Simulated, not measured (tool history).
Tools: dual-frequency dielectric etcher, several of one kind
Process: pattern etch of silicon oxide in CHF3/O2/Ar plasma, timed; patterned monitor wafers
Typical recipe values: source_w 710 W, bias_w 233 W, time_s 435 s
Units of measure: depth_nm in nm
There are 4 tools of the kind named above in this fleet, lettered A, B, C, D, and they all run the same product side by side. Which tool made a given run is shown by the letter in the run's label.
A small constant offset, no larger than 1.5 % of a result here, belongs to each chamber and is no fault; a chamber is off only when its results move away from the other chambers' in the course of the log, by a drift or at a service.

run	hour	source_w	bias_w	time_s	hours since the last wet clean	hours since the last source power generator calibration	hours since the last bias power generator calibration	read-back reference wafer on the same gauge, depth_nm	depth_nm
# hour 2.0: chamber C: wet clean of the chamber
1B	6.8	710	233	435	423.7	443.4	2730.8	1080.0	999.66
2A	12.2	710	233	435	350.5	2597.8	3287.2	1080.5	990.19
3C	16.5	710	233	435	14.6	3231.2	164.9	1080.9	1000.40
4D	20.4	710	233	435	439.4	2039.8	2634.0	1080.7	999.85
5B	28.0	710	233	435	444.9	464.6	2752.0	1081.3	998.21
# hour 32.0: chamber D: wet clean of the chamber
6A	33.9	710	233	435	372.2	2619.5	3308.9	1081.3	986.75
# hour 34.1: chamber B: wet clean of the chamber
7D	41.1	710	233	435	9.2	2060.5	2654.7	1081.2	999.74
8C	47.5	710	233	435	45.6	3262.2	195.9	1081.7	1001.00
9A	53.7	710	233	435	392.0	2639.3	3328.7	1082.2	988.62
10C	57.8	710	233	435	55.9	3272.5	206.2	1082.1	1001.80
11B	62.1	710	261	435	28.0	498.7	2786.1	1082.6	1042.00
12D	68.3	710	261	435	36.4	2087.7	2681.9	1082.7	1042.40
13B	74.4	710	261	435	40.3	511.0	2798.4	1082.8	1041.90
14D	80.8	710	261	435	48.9	2100.2	2694.4	1083.5	1044.50
15A	88.0	710	233	435	426.3	2673.6	3363.0	1083.0	993.73
16C	93.2	710	233	435	91.3	3307.9	241.6	1083.8	1003.00
17B	98.4	710	233	435	64.3	535.0	2822.4	1083.7	998.38
18A	105.4	710	233	435	443.7	2691.0	3380.4	1084.0	991.45
19C	112.0	710	193	513	110.1	3326.7	260.4	1084.0	1112.60
20D	115.6	710	193	513	83.7	2135.0	2729.2	1084.4	1109.20
21D	118.9	710	193	513	87.0	2138.3	2732.5	1084.1	1111.40
22C	123.6	710	193	513	121.7	3338.3	272.0	1084.7	1111.20
23B	129.8	710	233	435	95.7	566.4	2853.8	1085.1	1002.00
24A	135.2	710	233	435	473.5	2720.8	3410.2	1085.1	991.64
25A	141.3	710	233	435	479.6	2726.9	3416.3	1085.6	994.31
26B	145.4	590	275	435	111.3	582.0	2869.4	1085.6	993.05
27D	151.3	590	275	435	119.4	2170.7	2764.9	1085.9	991.20
28C	156.4	590	275	435	154.5	3371.1	304.8	1086.1	995.52
29B	160.4	590	275	435	126.3	597.0	2884.4	1086.2	997.08
30D	163.9	710	233	435	132.0	2183.3	2777.5	1086.0	1003.50
31C	171.4	710	233	435	169.5	3386.1	319.8	1086.0	1006.40
# hour 171.7: chamber A: wet clean of the chamber
32A	177.6	710	233	435	6.0	2763.2	3452.6	1086.7	992.35
33D	182.7	710	233	435	150.8	2202.1	2796.3	1086.4	1006.40
34A	188.8	710	233	435	17.2	2774.4	3463.8	1086.9	994.96
35B	195.1	610	255	435	161.0	631.7	2919.1	1087.2	981.54
36C	200.7	610	255	435	198.8	3415.4	349.1	1087.7	983.98

Is one chamber out of step, is the gauge drifting, or do the chambers differ by no more than their own small offsets? For an off chamber, give its letter and the likeliest cause.

None of the chambers is off. What moves is the gauge, dragging all their readings along together.
Most likely cause: gauge reads high (%) = 0.705.
